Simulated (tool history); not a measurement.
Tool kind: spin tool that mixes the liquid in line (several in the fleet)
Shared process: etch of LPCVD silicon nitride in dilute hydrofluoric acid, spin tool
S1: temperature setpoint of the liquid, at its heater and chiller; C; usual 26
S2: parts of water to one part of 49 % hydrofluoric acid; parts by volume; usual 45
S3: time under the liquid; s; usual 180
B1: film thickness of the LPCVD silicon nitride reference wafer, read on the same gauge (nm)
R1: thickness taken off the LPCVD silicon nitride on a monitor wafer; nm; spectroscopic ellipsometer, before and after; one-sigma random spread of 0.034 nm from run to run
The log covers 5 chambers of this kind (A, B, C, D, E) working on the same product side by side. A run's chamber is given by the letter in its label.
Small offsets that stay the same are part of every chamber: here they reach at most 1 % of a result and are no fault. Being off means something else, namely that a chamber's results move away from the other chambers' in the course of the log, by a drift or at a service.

run  hour    S1  S2   S3      B1      R1
 1A   3.7    26  45  180     110   2.226
 2B   5.8    26  45  180     110  2.3469
 3E   9.3    26  45  180     110  2.2289
 4C  11.3    26  45  180  110.03  2.2901
 5D  14.2    26  45  180  110.01   2.299
 6C    17    26  45  180     110  2.3408
 7B  19.5    26  45  180     110  2.2686
 8A  23.8    26  45  180  110.03  2.2728
 9D  26.7    26  45  180  109.99  2.3056
10E  29.6    26  45  260     110  3.3107
11A  32.4    26  45  260     110  3.3285
12E  34.8    26  45  260  110.02  3.2877
13C  39.4    26  45  260  110.03  3.2956
14B  41.6    26  45  260  109.96   3.281
15D  45.4    26  45  180  109.99  2.3496
16C  49.4    22  35  180  110.01  2.1943
17A  53.2    22  35  180     110  2.3124
18E  55.8    22  35  180     110  2.2081
19B  58.6    22  35  180     110  2.1679
20D  62.4    22  35  180  110.02  2.2539
21C  65.3    26  45  180     110  2.3485
22E  67.7    26  45  180  110.03  2.2379
23D  72.1    26  45  180  110.01   2.274
24B  76.2  30.5  60  180     110  2.3726
25A  80.1  30.5  60  180  110.01   2.483
     81.2  -- chamber D: thermometer replaced
26A  83.2  30.5  60  180     110  2.5095
27B  87.2  30.5  60  180     110   2.304
28E  90.3  30.5  60  180  109.97  2.3094
29C  94.8    26  45  180  110.02  2.2514
30D  99.2    26  45  180     110  2.2799

Does one chamber stand apart from the rest, does the shared gauge drift, or is all well apart from small per-chamber offsets? Give the chamber and the most likely cause, where there is one.

Chamber A drifts away from the others.
Likeliest cause: liquid hotter than its thermometer reads (K) = 1.56.
The log may not separate it from: hydrofluoric acid flow above the setpoint (%).

Chamber A could run next with any of the 4 candidate recipes listed below; each alters the usual settings, and their results appear as question marks. Which one brings its results back in line with what the other chambers deliver on the usual settings?
To be in line, a result may differ from the other chambers' mean on the usual settings by at most: R1 0.12 nm
31A-1  102.5    26  55  180       ?
31A-2  102.5    26  45  195       ?
31A-3  102.5    26  45  215       ?
31A-4  102.5  25.5  45  170       ?

What the other chambers average on the usual settings: R1 2.286 nm
  run      R1
31A-1  2.0662
31A-2  2.7342
31A-3  3.0147
31A-4  2.3048
31A-4 puts the chamber back in line with the other chambers.
